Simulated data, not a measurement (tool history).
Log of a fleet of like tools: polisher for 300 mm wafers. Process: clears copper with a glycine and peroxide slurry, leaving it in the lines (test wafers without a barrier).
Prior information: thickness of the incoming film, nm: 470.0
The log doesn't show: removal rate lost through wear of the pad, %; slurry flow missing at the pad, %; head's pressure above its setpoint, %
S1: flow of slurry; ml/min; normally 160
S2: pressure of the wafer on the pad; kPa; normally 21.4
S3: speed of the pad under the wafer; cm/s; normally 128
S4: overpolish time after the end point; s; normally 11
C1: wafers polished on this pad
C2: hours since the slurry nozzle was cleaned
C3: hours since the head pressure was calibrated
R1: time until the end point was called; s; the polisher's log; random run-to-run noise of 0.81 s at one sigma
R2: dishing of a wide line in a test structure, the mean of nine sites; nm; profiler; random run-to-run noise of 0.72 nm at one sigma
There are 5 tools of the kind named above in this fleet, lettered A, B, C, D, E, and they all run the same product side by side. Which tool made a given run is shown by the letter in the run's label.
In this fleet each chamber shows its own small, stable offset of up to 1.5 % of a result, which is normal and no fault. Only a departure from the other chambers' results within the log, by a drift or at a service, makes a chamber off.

| run | hour | S1 | S2 | S3 | S4 | C1 | C2 | C3 | R1 | R2 |
|---|---|---|---|---|---|---|---|---|---|---|
|  | 1.8 | chamber E: slurry nozzle cleaned |
|  | 3.8 | chamber E: worn pad replaced by a new one |
|  | 4.3 | chamber D: worn pad replaced by a new one |
| 1A | 4.5 | 160 | 21.4 | 128 | 11 | 217 | 624.5 | 1255.1 | 54.982 | 61.356 |
|  | 7.9 | chamber C: worn pad replaced by a new one |
| 2C | 10.6 | 160 | 21.4 | 128 | 11 | 33 | 219.8 | 940.6 | 57.060 | 62.594 |
| 3D | 16.9 | 160 | 21.4 | 128 | 11 | 154 | 66.1 | 482.7 | 55.276 | 60.825 |
| 4E | 23.4 | 160 | 21.4 | 128 | 11 | 239 | 21.6 | 526.6 | 54.815 | 60.460 |
| 5B | 26.9 | 160 | 21.4 | 128 | 11 | 609 | 229.8 | 155.4 | 55.729 | 61.489 |
| 6B | 31.4 | 160 | 21.4 | 128 | 11 | 664 | 234.3 | 159.9 | 56.433 | 60.732 |
|  | 36.2 | chamber A: worn pad replaced by a new one |
| 7E | 38.1 | 160 | 21.4 | 128 | 11 | 419 | 36.3 | 541.3 | 56.591 | 61.053 |
| 8C | 44.0 | 160 | 21.4 | 128 | 11 | 441 | 253.2 | 974.0 | 56.760 | 62.529 |
| 9D | 47.6 | 200 | 21.4 | 128 | 11 | 529 | 96.8 | 513.4 | 54.214 | 63.048 |
| 10A | 52.8 | 200 | 21.4 | 128 | 11 | 202 | 672.8 | 1303.4 | 54.120 | 62.368 |
| 11D | 57.4 | 200 | 21.4 | 128 | 11 | 649 | 106.6 | 523.2 | 54.120 | 63.420 |
| 12A | 61.6 | 200 | 21.4 | 128 | 11 | 310 | 681.6 | 1312.2 | 52.737 | 63.280 |
|  | 64.4 | chamber A: head pressure recalibrated |
|  | 65.6 | chamber B: worn pad replaced by a new one |
| 13E | 65.7 | 200 | 21.4 | 128 | 11 | 756 | 63.9 | 568.9 | 53.959 | 63.076 |
|  | 69.7 | chamber E: worn pad replaced by a new one |
| 14B | 69.8 | 160 | 17.9 | 152 | 11 | 52 | 272.7 | 198.3 | 57.812 | 59.498 |
| 15C | 75.0 | 160 | 17.9 | 152 | 11 | 820 | 284.2 | 1005.0 | 56.163 | 60.903 |
|  | 80.1 | chamber B: slurry nozzle cleaned |
|  | 80.7 | chamber D: worn pad replaced by a new one |
| 16D | 81.7 | 160 | 17.9 | 152 | 11 | 12 | 130.9 | 547.5 | 56.370 | 59.629 |
|  | 86.9 | chamber A: worn pad replaced by a new one |
| 17C | 87.1 | 160 | 17.9 | 152 | 11 | 968 | 296.3 | 1017.1 | 55.881 | 58.782 |
| 18A | 92.9 | 160 | 17.9 | 152 | 11 | 73 | 712.9 | 28.6 | 55.894 | 60.252 |
| 19E | 99.5 | 160 | 21.4 | 128 | 11 | 365 | 97.7 | 602.7 | 53.580 | 60.647 |
| 20B | 102.6 | 160 | 21.4 | 128 | 11 | 453 | 22.5 | 231.1 | 54.229 | 61.239 |
| 21E | 108.9 | 160 | 21.4 | 128 | 11 | 480 | 107.1 | 612.1 | 54.609 | 61.280 |
| 22C | 113.5 | 160 | 21.4 | 128 | 11 | 1290 | 322.7 | 1043.5 | 53.788 | 60.528 |
| 23A | 118.0 | 160 | 21.4 | 128 | 11 | 380 | 738.0 | 53.7 | 54.363 | 61.078 |
|  | 119.8 | chamber C: worn pad replaced by a new one |
| 24B | 123.2 | 160 | 21.4 | 128 | 11 | 704 | 43.1 | 251.7 | 55.767 | 61.967 |
|  | 123.6 | chamber A: slurry nozzle cleaned |
|  | 128.7 | chamber A: worn pad replaced by a new one |
| 25D | 129.1 | 160 | 21.4 | 128 | 11 | 591 | 178.3 | 594.9 | 56.847 | 59.845 |
| 26A | 133.6 | 160 | 21.4 | 128 | 11 | 60 | 10.0 | 69.3 | 55.234 | 61.524 |
|  | 137.6 | chamber E: worn pad replaced by a new one |
| 27D | 140.2 | 160 | 21.4 | 128 | 11 | 727 | 189.4 | 606.0 | 55.034 | 61.746 |
| 28E | 145.4 | 160 | 21.4 | 128 | 11 | 96 | 143.6 | 648.6 | 54.253 | 60.823 |
| 29C | 149.1 | 160 | 21.4 | 128 | 11 | 358 | 358.3 | 1079.1 | 53.801 | 62.853 |
|  | 154.7 | chamber D: worn pad replaced by a new one |
| 30B | 155.8 | 160 | 21.4 | 128 | 11 | 1103 | 75.7 | 284.3 | 54.335 | 60.603 |
| 31A | 162.4 | 160 | 21.4 | 128 | 11 | 412 | 38.8 | 98.1 | 54.090 | 61.606 |
| 32C | 167.9 | 160 | 21.4 | 128 | 11 | 587 | 377.1 | 1097.9 | 55.034 | 61.136 |
| 33E | 173.0 | 160 | 21.4 | 128 | 11 | 433 | 171.2 | 676.2 | 54.973 | 61.279 |
| 34D | 177.3 | 160 | 18.6 | 128 | 7 | 276 | 226.5 | 643.1 | 61.968 | 38.153 |

Predict what each chamber gives when all 5 of them run the settings below next.
| 35A | 182.4 | 160 | 21.4 | 128 | 18 |  |  |  | ? | ? |
| 35B | 182.4 | 160 | 21.4 | 128 | 18 |  |  |  | ? | ? |
| 35C | 182.4 | 160 | 21.4 | 128 | 18 |  |  |  | ? | ? |
| 35D | 182.4 | 160 | 21.4 | 128 | 18 |  |  |  | ? | ? |
| 35E | 182.4 | 160 | 21.4 | 128 | 18 |  |  |  | ? | ? |

| run | R1 | R2 |
|---|---|---|
| 35A | 53.664 | 88.552 |
| 35B | 55.035 | 87.674 |
| 35C | 56.578 | 86.987 |
| 35D | 55.533 | 89.035 |
| 35E | 54.329 | 87.401 |
